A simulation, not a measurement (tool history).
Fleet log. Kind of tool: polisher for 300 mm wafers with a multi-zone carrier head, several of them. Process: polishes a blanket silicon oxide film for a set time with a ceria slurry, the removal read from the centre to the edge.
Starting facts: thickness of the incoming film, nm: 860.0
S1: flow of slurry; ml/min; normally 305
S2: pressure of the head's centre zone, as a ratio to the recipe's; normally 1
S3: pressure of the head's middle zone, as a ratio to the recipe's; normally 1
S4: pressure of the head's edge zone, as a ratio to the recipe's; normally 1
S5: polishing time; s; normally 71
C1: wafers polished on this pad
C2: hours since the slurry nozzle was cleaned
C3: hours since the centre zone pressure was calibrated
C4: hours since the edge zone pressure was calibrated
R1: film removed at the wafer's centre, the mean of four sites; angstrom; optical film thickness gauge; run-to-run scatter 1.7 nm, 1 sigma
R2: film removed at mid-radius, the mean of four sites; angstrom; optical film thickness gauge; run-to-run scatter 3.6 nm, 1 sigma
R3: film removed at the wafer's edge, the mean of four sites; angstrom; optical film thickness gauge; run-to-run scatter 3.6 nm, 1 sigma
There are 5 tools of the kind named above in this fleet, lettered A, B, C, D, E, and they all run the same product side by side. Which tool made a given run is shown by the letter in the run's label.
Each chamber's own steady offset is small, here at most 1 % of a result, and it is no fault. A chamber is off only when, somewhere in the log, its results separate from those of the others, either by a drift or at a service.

run,hour,S1,S2,S3,S4,S5,C1,C2,C3,C4,R1,R2,R3
1A,6.4,305,1,1,1,71,107,704,320.3,747.8,2536.7,2496,2556.6
2C,16,305,1,1,1,71,518,123.8,644,371.7,2499.7,2482.8,2560
# hour 18.8: chamber C: worn pad replaced by a new one
3D,21.2,305,1,1,1,71,472,66.8,947,147.6,2477.5,2518.8,2445.9
# hour 25.8: chamber E: worn pad replaced by a new one
4E,31.1,305,1,1,1,71,35,523.1,1187.4,815.1,2481.5,2497.6,2442.9
5B,37.4,305,1,1,1,71,858,125.9,231.1,324.7,2513.8,2453.4,2454.8
6A,46.7,305,1,1,1,71,374,744.3,360.6,788.1,2480.7,2470.4,2521.3
7B,54.9,305,1,1,1,71,973,143.4,248.6,342.2,2519.2,2506.3,2488.9
8E,63.6,305,1,1,1,71,250,555.6,1219.9,847.6,2486.1,2507.9,2515.8
9C,71.9,305,1,1,1,71,351,179.7,699.9,427.6,2498.6,2470.3,2492.2
# hour 75.4: chamber A: worn pad replaced by a new one
10D,81.8,305,0.93,1,0.92,71,872,127.4,1007.6,208.2,2286.5,2484.6,2346.3
11A,87.3,305,0.93,1,0.92,71,79,784.9,401.2,828.7,2300.7,2449.7,2418.4
# hour 90.8: chamber C: worn pad replaced by a new one
12B,97.6,305,0.93,1,0.92,71,1256,186.1,291.3,384.9,2296.4,2509.5,2390.1
13D,102.5,305,0.93,1,0.92,71,1009,148.1,1028.3,228.9,2302.9,2505.9,2400.3
14C,107.3,305,0.93,1,0.92,71,109,215.1,735.3,463,2323.3,2509.6,2386.3
# hour 107.9: chamber B: worn pad replaced by a new one
15E,116.8,305,1,1,1,71,601,608.8,1273.1,900.8,2499.8,2555.3,2493.2
# hour 123.6: chamber E: slurry nozzle cleaned
# hour 124.1: chamber D: worn pad replaced by a new one
16C,125.3,305,1,1,1,71,228,233.1,753.3,481,2511.1,2421.3,2506.2
# hour 131: chamber A: slurry nozzle cleaned
17B,131.9,305,1,1,1,71,158,220.4,325.6,419.2,2507.5,2479.5,2528
# hour 136.9: chamber D: centre zone pressure recalibrated
18E,137.6,305,1,1,1,71,739,14,1293.9,921.6,2480,2498.2,2437.7
19A,144,380,1,1,1,71,453,13.1,457.9,885.4,2548.9,2532.2,2498.7
# hour 144.8: chamber A: worn pad replaced by a new one
# hour 145.6: chamber E: worn pad replaced by a new one
20D,151.2,380,1,1,1,71,179,196.8,14.3,277.6,2564,2531.5,2522.7
21C,157.4,380,1,1,1,71,440,265.2,785.4,513.1,2600.7,2525.8,2522.4
22E,164.5,380,1,1,1,71,125,40.9,1320.8,948.5,2553.9,2541.3,2578.2
23A,171.9,380,1,1,1,71,179,41,485.8,913.3,2563.1,2551.4,2601.1
# hour 172.6: chamber C: centre zone pressure recalibrated
# hour 174.4: chamber C: worn pad replaced by a new one
24B,177.9,305,1,1,1,90,462,266.4,371.6,465.2,3172.5,3104,3203.3
25D,185.7,305,1,1,1,90,407,231.3,48.8,312.1,3168.9,3237.7,3081.2
26E,196.2,305,1,1,1,90,334,72.6,1352.5,980.2,3151,3138,3247
27C,206.7,305,1,1,1,90,213,314.5,34.2,562.4,3183.3,3120,3209.3
# hour 211.1: chamber C: edge zone pressure recalibrated
28D,214.7,305,1,1,1,90,598,260.3,77.8,341.1,3139.6,3199.9,3082.7
29A,222.8,305,1,1,1,71,515,91.9,536.7,964.2,2517.9,2561,2558.1
# hour 225.4: chamber A: worn pad replaced by a new one
30B,228.3,305,1.05,0.95,1,71,795,316.8,422,515.6,2643.3,2344.8,2499
# hour 232.8: chamber C: slurry nozzle cleaned
31A,238,305,1.05,0.95,1,71,83,107.1,551.9,979.4,2647.9,2401.4,2448.5
32C,247,305,1.05,0.95,1,71,480,14.2,74.5,35.9,2688.7,2349.2,2469.8
33B,252.9,305,1.05,0.95,1,71,958,341.4,446.6,540.2,2653.1,2322.8,2514.8
34D,257.8,305,1.05,0.95,1,71,883,303.4,120.9,384.2,2666.1,2405.8,2474.6

For the next run the whole fleet of 5 chambers uses the same settings. Give each chamber's results:
35A,265.4,305,1,1,1,79,,,,,?,?,?
35B,265.4,305,1,1,1,79,,,,,?,?,?
35C,265.4,305,1,1,1,79,,,,,?,?,?
35D,265.4,305,1,1,1,79,,,,,?,?,?
35E,265.4,305,1,1,1,79,,,,,?,?,?

run,R1,R2,R3
35A,2785.5,2790.8,2819.8
35B,2774.5,2765.5,2769.5
35C,2797.1,2817.2,2798.3
35D,2759.7,2769.9,2754.6
35E,2770.4,2769.5,2765.5
